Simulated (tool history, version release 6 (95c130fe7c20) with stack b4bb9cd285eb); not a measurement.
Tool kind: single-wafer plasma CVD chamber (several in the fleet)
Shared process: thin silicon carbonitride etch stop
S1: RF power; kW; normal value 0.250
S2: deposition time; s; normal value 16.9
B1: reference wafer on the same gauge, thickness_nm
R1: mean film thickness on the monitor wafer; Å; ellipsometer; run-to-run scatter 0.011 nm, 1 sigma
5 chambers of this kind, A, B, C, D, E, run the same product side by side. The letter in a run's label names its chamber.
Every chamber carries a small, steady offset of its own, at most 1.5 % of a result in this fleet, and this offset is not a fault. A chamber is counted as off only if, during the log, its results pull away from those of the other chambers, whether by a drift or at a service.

{"run": "1E", "hour": 11.1, "S1": 0.25, "S2": 16.9, "B1": 10.299, "R1": 103.04}
{"run": "2D", "hour": 24.4, "S1": 0.25, "S2": 16.9, "B1": 10.295, "R1": 101.44}
{"run": "3B", "hour": 35.9, "S1": 0.25, "S2": 16.9, "B1": 10.296, "R1": 103.45}
{"run": "4C", "hour": 46.7, "S1": 0.25, "S2": 16.9, "B1": 10.294, "R1": 103.32}
{"run": "5A", "hour": 54.0, "S1": 0.225, "S2": 16.9, "B1": 10.294, "R1": 98.735}
{"run": "6A", "hour": 65.6, "S1": 0.225, "S2": 16.9, "B1": 10.291, "R1": 98.843}
{"run": "7D", "hour": 73.8, "S1": 0.225, "S2": 16.9, "B1": 10.289, "R1": 98.434}
{"run": "8E", "hour": 83.6, "S1": 0.225, "S2": 16.9, "B1": 10.288, "R1": 99.454}
{"run": "9C", "hour": 92.4, "S1": 0.225, "S2": 16.9, "B1": 10.291, "R1": 100.02}
{"run": "10B", "hour": 104.9, "S1": 0.25, "S2": 16.9, "B1": 10.287, "R1": 103.14}
{"run": "11C", "hour": 111.4, "S1": 0.25, "S2": 16.9, "B1": 10.287, "R1": 103.07}
{"run": "12E", "hour": 125.5, "S1": 0.25, "S2": 16.9, "B1": 10.283, "R1": 102.91}
{"run": "13D", "hour": 136.3, "S1": 0.25, "S2": 16.9, "B1": 10.285, "R1": 101.67}
{"run": "14B", "hour": 145.4, "S1": 0.25, "S2": 16.9, "B1": 10.285, "R1": 103.12}
{"run": "15A", "hour": 153.2, "S1": 0.25, "S2": 18.2, "B1": 10.282, "R1": 109.46}
{"run": "16D", "hour": 162.1, "S1": 0.25, "S2": 18.2, "B1": 10.281, "R1": 109.68}
{"run": "17B", "hour": 174.0, "S1": 0.25, "S2": 18.2, "B1": 10.281, "R1": 110.94}
{"run": "18E", "hour": 182.2, "S1": 0.25, "S2": 18.2, "B1": 10.279, "R1": 110.59}
{"hour": 191.2, "done": "chamber C: thermocouple changed; heater temperature recalibrated"}
{"run": "19C", "hour": 196.0, "S1": 0.25, "S2": 18.2, "B1": 10.274, "R1": 110.95}
{"hour": 204.9, "done": "chamber B: RF generator calibrated"}
{"run": "20A", "hour": 207.6, "S1": 0.25, "S2": 16.9, "B1": 10.276, "R1": 101.78}
{"run": "21D", "hour": 219.7, "S1": 0.25, "S2": 16.9, "B1": 10.272, "R1": 101.7}
{"run": "22C", "hour": 230.7, "S1": 0.25, "S2": 16.9, "B1": 10.272, "R1": 103.02}
{"run": "23E", "hour": 240.6, "S1": 0.25, "S2": 16.9, "B1": 10.275, "R1": 102.69}
{"run": "24B", "hour": 254.2, "S1": 0.25, "S2": 16.9, "B1": 10.272, "R1": 102.98}
{"run": "25A", "hour": 263.0, "S1": 0.27, "S2": 18.7, "B1": 10.267, "R1": 115.23}
{"run": "26E", "hour": 276.6, "S1": 0.27, "S2": 18.7, "B1": 10.268, "R1": 116.27}
{"run": "27A", "hour": 286.1, "S1": 0.27, "S2": 18.7, "B1": 10.265, "R1": 115.21}
{"run": "28C", "hour": 300.4, "S1": 0.27, "S2": 18.7, "B1": 10.265, "R1": 116.45}
{"run": "29D", "hour": 310.8, "S1": 0.27, "S2": 18.7, "B1": 10.267, "R1": 114.76}
{"run": "30B", "hour": 319.1, "S1": 0.25, "S2": 16.9, "B1": 10.26, "R1": 102.73}
{"run": "31B", "hour": 331.2, "S1": 0.25, "S2": 16.9, "B1": 10.261, "R1": 103.02}
{"run": "32A", "hour": 345.2, "S1": 0.25, "S2": 16.9, "B1": 10.257, "R1": 101.54}
{"run": "33E", "hour": 356.7, "S1": 0.25, "S2": 16.9, "B1": 10.256, "R1": 102.47}

Next, every chamber runs the same settings. What will each give?
{"run": "34A", "hour": 367.3, "S1": 0.25, "S2": 19.6, "R1": "?"}
{"run": "34B", "hour": 367.3, "S1": 0.25, "S2": 19.6, "R1": "?"}
{"run": "34C", "hour": 367.3, "S1": 0.25, "S2": 19.6, "R1": "?"}
{"run": "34D", "hour": 367.3, "S1": 0.25, "S2": 19.6, "R1": "?"}
{"run": "34E", "hour": 367.3, "S1": 0.25, "S2": 19.6, "R1": "?"}

run=34A R1=117.880
run=34B R1=119.410
run=34C R1=119.040
run=34D R1=117.510
run=34E R1=119.190
